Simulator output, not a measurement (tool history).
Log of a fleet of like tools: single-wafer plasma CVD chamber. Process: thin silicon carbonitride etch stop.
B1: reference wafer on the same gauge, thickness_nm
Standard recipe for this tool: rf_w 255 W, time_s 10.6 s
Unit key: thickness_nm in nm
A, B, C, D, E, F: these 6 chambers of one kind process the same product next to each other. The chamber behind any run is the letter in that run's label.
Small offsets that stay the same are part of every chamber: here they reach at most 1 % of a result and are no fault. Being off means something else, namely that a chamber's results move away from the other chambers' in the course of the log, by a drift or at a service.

{"run": "1A", "hour": 12.1, "rf_w": 255, "time_s": 10.6, "B1": 6.2124, "thickness_nm": 6.4797}
{"run": "2F", "hour": 26.1, "rf_w": 255, "time_s": 10.6, "B1": 6.2112, "thickness_nm": 6.4547}
{"run": "3E", "hour": 40.4, "rf_w": 255, "time_s": 10.6, "B1": 6.2115, "thickness_nm": 6.4994}
{"hour": 47.9, "done": "chamber E: RF generator calibrated"}
{"run": "4D", "hour": 49.0, "rf_w": 255, "time_s": 10.6, "B1": 6.2131, "thickness_nm": 6.4541}
{"run": "5B", "hour": 56.3, "rf_w": 255, "time_s": 10.6, "B1": 6.2153, "thickness_nm": 6.4914}
{"hour": 68.4, "done": "chamber F: RF generator calibrated"}
{"run": "6C", "hour": 70.4, "rf_w": 255, "time_s": 10.6, "B1": 6.2155, "thickness_nm": 6.5}
{"run": "7C", "hour": 81.3, "rf_w": 255, "time_s": 10.6, "B1": 6.2176, "thickness_nm": 6.5083}
{"run": "8E", "hour": 95.3, "rf_w": 255, "time_s": 10.6, "B1": 6.2188, "thickness_nm": 6.491}
{"hour": 102.3, "done": "chamber A: RF generator calibrated"}
{"run": "9B", "hour": 104.2, "rf_w": 255, "time_s": 10.6, "B1": 6.2184, "thickness_nm": 6.4944}
{"run": "10D", "hour": 112.2, "rf_w": 255, "time_s": 10.6, "B1": 6.2182, "thickness_nm": 6.4588}
{"run": "11A", "hour": 125.5, "rf_w": 225, "time_s": 10.6, "B1": 6.2204, "thickness_nm": 6.2542}
{"run": "12F", "hour": 133.2, "rf_w": 225, "time_s": 10.6, "B1": 6.2212, "thickness_nm": 6.2484}
{"run": "13B", "hour": 143.9, "rf_w": 225, "time_s": 10.6, "B1": 6.2217, "thickness_nm": 6.2434}
{"run": "14D", "hour": 153.6, "rf_w": 225, "time_s": 10.6, "B1": 6.2255, "thickness_nm": 6.2361}
{"run": "15C", "hour": 167.3, "rf_w": 225, "time_s": 10.6, "B1": 6.2246, "thickness_nm": 6.2888}
{"run": "16F", "hour": 177.3, "rf_w": 225, "time_s": 10.6, "B1": 6.2234, "thickness_nm": 6.2585}
{"hour": 183.7, "done": "chamber B: RF generator calibrated"}
{"run": "17A", "hour": 190.5, "rf_w": 255, "time_s": 10.6, "B1": 6.226, "thickness_nm": 6.5008}
{"run": "18E", "hour": 199.0, "rf_w": 215, "time_s": 10.6, "B1": 6.2271, "thickness_nm": 6.1671}
{"hour": 203.0, "done": "chamber E: thermocouple changed; heater temperature recalibrated"}
{"run": "19F", "hour": 206.6, "rf_w": 215, "time_s": 10.6, "B1": 6.2281, "thickness_nm": 6.1787}
{"run": "20C", "hour": 215.3, "rf_w": 215, "time_s": 10.6, "B1": 6.2277, "thickness_nm": 6.1911}
{"run": "21B", "hour": 223.9, "rf_w": 215, "time_s": 10.6, "B1": 6.2298, "thickness_nm": 6.1717}
{"run": "22A", "hour": 234.7, "rf_w": 215, "time_s": 10.6, "B1": 6.2304, "thickness_nm": 6.1792}
{"run": "23E", "hour": 242.2, "rf_w": 215, "time_s": 10.6, "B1": 6.2284, "thickness_nm": 6.1743}
{"run": "24D", "hour": 253.0, "rf_w": 255, "time_s": 10.6, "B1": 6.231, "thickness_nm": 6.4644}
{"run": "25E", "hour": 259.8, "rf_w": 255, "time_s": 10.6, "B1": 6.2311, "thickness_nm": 6.5136}
{"run": "26F", "hour": 271.8, "rf_w": 255, "time_s": 10.6, "B1": 6.2345, "thickness_nm": 6.5001}
{"run": "27C", "hour": 280.3, "rf_w": 255, "time_s": 10.6, "B1": 6.2336, "thickness_nm": 6.5426}
{"run": "28B", "hour": 288.6, "rf_w": 255, "time_s": 10.6, "B1": 6.2342, "thickness_nm": 6.5075}
{"hour": 297.5, "done": "chamber D: RF generator calibrated"}
{"run": "29D", "hour": 299.1, "rf_w": 255, "time_s": 10.6, "B1": 6.236, "thickness_nm": 6.4867}
{"run": "30A", "hour": 307.4, "rf_w": 255, "time_s": 10.6, "B1": 6.2356, "thickness_nm": 6.5043}
{"hour": 310.4, "done": "chamber F: thermocouple changed; heater temperature recalibrated"}
{"run": "31D", "hour": 320.7, "rf_w": 255, "time_s": 10.6, "B1": 6.2372, "thickness_nm": 6.481}
{"run": "32E", "hour": 331.4, "rf_w": 280, "time_s": 12.6, "B1": 6.2383, "thickness_nm": 7.9623}
{"run": "33B", "hour": 342.3, "rf_w": 280, "time_s": 12.6, "B1": 6.241, "thickness_nm": 7.9745}
{"run": "34C", "hour": 356.6, "rf_w": 280, "time_s": 12.6, "B1": 6.2402, "thickness_nm": 7.9651}
{"run": "35F", "hour": 366.5, "rf_w": 280, "time_s": 12.6, "B1": 6.2396, "thickness_nm": 7.949}
{"run": "36A", "hour": 381.0, "rf_w": 280, "time_s": 12.6, "B1": 6.2418, "thickness_nm": 7.9675}
{"run": "37B", "hour": 389.6, "rf_w": 280, "time_s": 12.6, "B1": 6.2413, "thickness_nm": 7.9816}
{"run": "38C", "hour": 405.2, "rf_w": 255, "time_s": 10.6, "B1": 6.242, "thickness_nm": 6.5274}

Does one chamber stand apart from the rest, does the shared gauge drift, or is all well apart from small per-chamber offsets? Give the chamber and the most likely cause, where there is one.

Every chamber seems to shift together because the gauge that measures them all drifts; the chambers themselves are fine.
What lies behind it: gauge reads high (%) = 0.562.
